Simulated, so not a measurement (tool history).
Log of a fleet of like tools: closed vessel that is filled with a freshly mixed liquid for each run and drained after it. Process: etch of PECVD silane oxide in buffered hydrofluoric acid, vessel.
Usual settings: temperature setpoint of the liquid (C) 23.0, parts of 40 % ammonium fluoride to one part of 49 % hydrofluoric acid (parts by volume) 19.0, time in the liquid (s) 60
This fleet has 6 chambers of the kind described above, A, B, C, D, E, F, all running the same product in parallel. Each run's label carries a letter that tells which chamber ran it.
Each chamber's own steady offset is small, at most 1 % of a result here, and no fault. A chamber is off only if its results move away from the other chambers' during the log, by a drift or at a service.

run,hour,temperature setpoint of the liquid (C),parts of 40 % ammonium fluoride to one part of 49 % hydrofluoric acid (parts by volume),time in the liquid (s),hours since the thermometer was replaced,hours since the hydrofluoric acid flow meter was replaced,"read-back film thickness of the PECVD silane oxide reference wafer, read on the same gauge (nm)",thickness taken off the PECVD silane oxide on a monitor wafer (Å)
# hour 3.0: chamber B: thermometer replaced
1B,5.5,23.0,19.0,60,2.5,514.3,29.999,1391.70
2F,12.8,23.0,19.0,60,603.8,1228.8,30.002,1384.90
3E,19.6,23.0,19.0,60,395.9,459.0,30.009,1389.20
4D,26.4,23.0,19.0,60,375.3,180.1,30.020,1397.70
5A,33.1,23.0,19.0,60,508.4,1070.5,30.001,1416.70
6C,40.8,23.0,19.0,60,1305.4,1328.4,29.990,1432.20
7A,47.9,23.0,19.0,60,523.2,1085.3,29.998,1425.20
8C,51.5,25.0,12.5,60,1316.1,1339.1,29.993,2391.30
9F,55.4,25.0,12.5,60,646.4,1271.4,29.981,2381.10
10B,60.6,25.0,12.5,60,57.6,569.4,30.006,2395.10
11D,65.2,25.0,12.5,60,414.1,218.9,29.999,2389.60
12E,70.4,25.0,12.5,60,446.7,509.8,29.990,2349.10
13A,76.3,25.0,12.5,60,551.6,1113.7,30.010,2355.90
14C,83.4,23.0,19.0,60,1348.0,1371.0,29.989,1411.70
15E,88.2,23.0,19.0,60,464.5,527.6,30.004,1399.00
16B,94.0,23.0,19.0,60,91.0,602.8,30.031,1401.30
17D,101.8,23.0,19.0,60,450.7,255.5,29.989,1401.30
18F,106.4,23.0,19.0,60,697.4,1322.4,29.978,1404.60
19A,113.2,23.0,19.0,60,588.5,1150.6,29.983,1408.70
20E,119.0,23.0,19.0,60,495.3,558.4,30.020,1402.70
21B,124.7,23.0,19.0,60,121.7,633.5,30.033,1409.20
22F,128.9,23.0,19.0,60,719.9,1344.9,29.983,1399.20
23C,134.5,23.0,22.5,60,1399.1,1422.1,30.000,1234.60
24D,139.1,23.0,22.5,60,488.0,292.8,30.006,1241.70
25B,142.6,23.0,22.5,60,139.6,651.4,30.009,1235.90
26E,149.5,23.0,22.5,60,525.8,588.9,29.987,1223.30
27D,155.8,23.0,22.5,60,504.7,309.5,30.030,1216.00
28F,160.1,23.0,22.5,60,751.1,1376.1,29.974,1267.90
29A,167.6,25.5,19.0,60,642.9,1205.0,29.987,1589.80
30C,174.2,25.5,19.0,60,1438.8,1461.8,29.999,1656.70
31E,179.9,25.5,19.0,60,556.2,619.3,29.986,1625.70
32D,185.8,25.5,19.0,60,534.7,339.5,29.991,1576.30
33C,193.2,25.5,19.0,60,1457.8,1480.8,29.980,1606.60
34B,197.9,25.5,19.0,60,194.9,706.7,29.988,1630.90
35F,204.3,20.0,19.0,60,795.3,1420.3,29.998,1200.20
36A,211.8,20.0,19.0,60,687.1,1249.2,29.993,1212.30
37E,217.5,20.0,19.0,60,593.8,656.9,30.021,1185.00

One chamber off, gauge drift, or nothing amiss beyond the chambers' own small offsets? If it is a chamber, which one, and what is the likeliest cause?

No chamber is off and the gauge is stable; the differences are just each chamber's small, constant offset.
